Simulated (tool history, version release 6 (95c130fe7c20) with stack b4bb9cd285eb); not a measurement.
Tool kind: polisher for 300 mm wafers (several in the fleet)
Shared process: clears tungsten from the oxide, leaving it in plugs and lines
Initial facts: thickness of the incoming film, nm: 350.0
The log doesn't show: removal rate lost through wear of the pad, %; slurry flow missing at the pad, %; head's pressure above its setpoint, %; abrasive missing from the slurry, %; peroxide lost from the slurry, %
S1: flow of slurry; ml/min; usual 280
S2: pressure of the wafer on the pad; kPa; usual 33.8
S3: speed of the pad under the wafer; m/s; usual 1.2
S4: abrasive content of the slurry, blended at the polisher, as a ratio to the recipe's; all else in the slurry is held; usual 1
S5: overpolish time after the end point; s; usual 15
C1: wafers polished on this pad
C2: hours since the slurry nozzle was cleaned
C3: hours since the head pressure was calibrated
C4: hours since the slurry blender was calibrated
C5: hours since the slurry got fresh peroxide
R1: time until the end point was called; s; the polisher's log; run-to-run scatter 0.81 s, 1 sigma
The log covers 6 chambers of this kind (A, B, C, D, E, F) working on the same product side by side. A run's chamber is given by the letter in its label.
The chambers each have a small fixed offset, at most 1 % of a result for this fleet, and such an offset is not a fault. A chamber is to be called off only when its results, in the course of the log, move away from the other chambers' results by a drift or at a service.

run,hour,S1,S2,S3,S4,S5,C1,C2,C3,C4,C5,R1
# hour 1.2: chamber F: slurry blender recalibrated
1A,6.4,280,33.8,1.2,1,15,1091,212.6,403.1,18.2,16.0,51.262
# hour 9.4: chamber E: slurry tank refilled with fresh slurry and peroxide
# hour 10.4: chamber E: slurry nozzle cleaned
# hour 11.1: chamber D: slurry tank refilled with fresh slurry and peroxide
2D,12.5,280,33.8,1.2,1,15,940,86.3,12.9,185.1,1.5,50.757
# hour 17.2: chamber D: worn pad replaced by a new one
# hour 19.5: chamber A: worn pad replaced by a new one
3E,21.7,280,33.8,1.2,1,15,461,11.4,329.7,153.6,12.4,50.464
4B,31.6,280,33.8,1.2,1,15,664,104.1,490.8,343.8,51.6,49.474
5F,36.9,280,33.8,1.2,1,15,509,154.4,639.3,35.8,42.4,50.035
# hour 42.0: chamber B: slurry tank refilled with fresh slurry and peroxide
6C,47.1,280,33.8,1.2,1,15,433,367.9,67.6,214.8,75.8,49.796
# hour 54.2: chamber F: slurry tank refilled with fresh slurry and peroxide
7F,54.9,280,33.8,1.2,1,15,642,172.4,657.3,53.8,0.8,51.418
8E,60.3,215,39.3,1.2,1,15,748,50.0,368.3,192.2,51.0,43.251
# hour 62.0: chamber C: worn pad replaced by a new one
# hour 62.3: chamber B: worn pad replaced by a new one
9A,65.1,215,39.3,1.2,1,15,338,271.3,461.8,76.9,74.7,44.150
# hour 68.6: chamber E: worn pad replaced by a new one
# hour 72.6: chamber D: slurry tank refilled with fresh slurry and peroxide
10C,74.3,215,39.3,1.2,1,15,91,395.1,94.8,242.0,103.0,45.019
# hour 78.5: chamber F: worn pad replaced by a new one
11B,81.0,215,39.3,1.2,1,15,139,153.5,540.2,393.2,39.1,43.529
12D,85.4,215,39.3,1.2,1,15,506,159.2,85.8,258.0,12.9,43.950
13D,93.2,215,39.3,1.2,1,15,564,167.0,93.6,265.8,20.7,43.442
14C,102.6,280,33.8,1.2,1,15,301,423.4,123.1,270.3,131.3,48.056
# hour 104.6: chamber F: slurry tank refilled with fresh slurry and peroxide
# hour 105.1: chamber B: slurry tank refilled with fresh slurry and peroxide
15B,110.6,280,33.8,1.2,1,15,358,183.1,569.8,422.8,5.5,50.408
# hour 116.3: chamber D: slurry blender recalibrated
# hour 119.7: chamber A: slurry blender recalibrated
16E,120.4,280,33.8,1.2,1,15,384,110.1,428.4,252.3,111.1,50.680
# hour 122.0: chamber C: slurry tank refilled with fresh slurry and peroxide
# hour 124.1: chamber E: slurry tank refilled with fresh slurry and peroxide
17F,125.8,280,33.8,1.2,1,15,351,243.3,728.2,124.7,21.2,50.967
# hour 128.1: chamber D: worn pad replaced by a new one
18A,133.9,280,33.8,1.2,1,15,849,340.1,530.6,14.3,143.5,51.240
# hour 136.1: chamber D: slurry tank refilled with fresh slurry and peroxide
# hour 138.8: chamber A: slurry tank refilled with fresh slurry and peroxide
# hour 140.3: chamber C: worn pad replaced by a new one
19C,140.8,280,33.8,1.2,1,15,4,461.6,161.3,308.5,18.9,49.870
20A,145.9,280,33.8,1.2,1,15,938,352.1,542.6,26.3,7.2,50.083
21B,154.9,280,33.8,1.2,1,15,687,227.4,614.1,467.1,49.8,49.543
# hour 157.7: chamber A: slurry nozzle cleaned
# hour 158.1: chamber F: slurry tank refilled with fresh slurry and peroxide
22F,160.9,280,33.8,1.2,1,15,612,278.4,763.3,159.8,2.8,51.760
# hour 164.2: chamber F: worn pad replaced by a new one
23E,165.8,280,33.8,1.2,1,15,721,155.5,473.8,297.7,41.8,50.275
# hour 167.7: chamber B: slurry tank refilled with fresh slurry and peroxide
# hour 167.9: chamber B: slurry nozzle cleaned
# hour 171.4: chamber E: slurry blender recalibrated
24D,172.7,355,33.8,1.2,1,15,331,246.5,173.1,56.4,36.7,49.529
25E,180.4,355,33.8,1.2,1,15,830,170.1,488.4,9.0,56.4,49.730
# hour 182.6: chamber E: worn pad replaced by a new one
26A,185.3,355,33.8,1.2,1,15,1231,27.7,582.0,65.7,46.6,49.720
# hour 187.9: chamber D: slurry tank refilled with fresh slurry and peroxide
# hour 189.4: chamber B: worn pad replaced by a new one
# hour 192.5: chamber B: slurry blender recalibrated
27C,194.7,355,33.8,1.2,1,15,404,515.5,215.2,362.4,72.8,48.019
# hour 196.4: chamber C: slurry blender recalibrated
# hour 199.9: chamber A: worn pad replaced by a new one
28B,200.1,355,33.8,1.2,1,15,80,32.3,659.3,7.6,32.4,48.661
29F,205.5,355,33.8,1.2,1,15,306,323.0,807.9,204.4,47.4,50.643
# hour 208.6: chamber C: worn pad replaced by a new one
30D,213.9,280,33.8,1.2,1,15,637,287.7,214.3,97.6,26.0,48.238
# hour 216.9: chamber F: slurry tank refilled with fresh slurry and peroxide
# hour 220.6: chamber F: slurry nozzle cleaned
# hour 220.9: chamber B: slurry tank refilled with fresh slurry and peroxide
31D,222.4,280,33.8,1.2,1,15,700,296.2,222.8,106.1,34.5,49.102
32F,231.4,245,44.1,1.2,1,15,498,10.9,833.8,230.3,14.5,38.971
# hour 238.9: chamber E: slurry tank refilled with fresh slurry and peroxide
33C,239.3,245,44.1,1.2,1,15,228,560.1,259.8,43.0,117.4,38.866
# hour 240.6: chamber D: worn pad replaced by a new one
# hour 240.9: chamber D: slurry tank refilled with fresh slurry and peroxide
34B,249.2,245,44.1,1.2,1,15,444,81.4,708.4,56.7,28.4,38.295
# hour 249.9: chamber F: worn pad replaced by a new one
35E,257.8,245,44.1,1.2,1,15,558,247.5,565.8,86.4,18.9,38.944
36A,263.4,245,44.1,1.2,1,15,472,105.8,660.1,143.8,124.7,39.007
37B,269.3,245,44.1,1.2,1,15,593,101.5,728.5,76.8,48.5,38.617
38F,276.5,280,33.8,1.2,1,15,197,56.0,878.9,275.4,59.6,50.266
39D,285.3,215,33.8,1.2,1,15,332,359.1,285.7,169.0,44.5,49.476

What goes on in this fleet: one chamber off, a drifting gauge, or nothing beyond the chambers' own small offsets? Name the chamber and the cause, if any.

All chambers stay in line apart from their small fixed offsets, and the gauge does not drift.
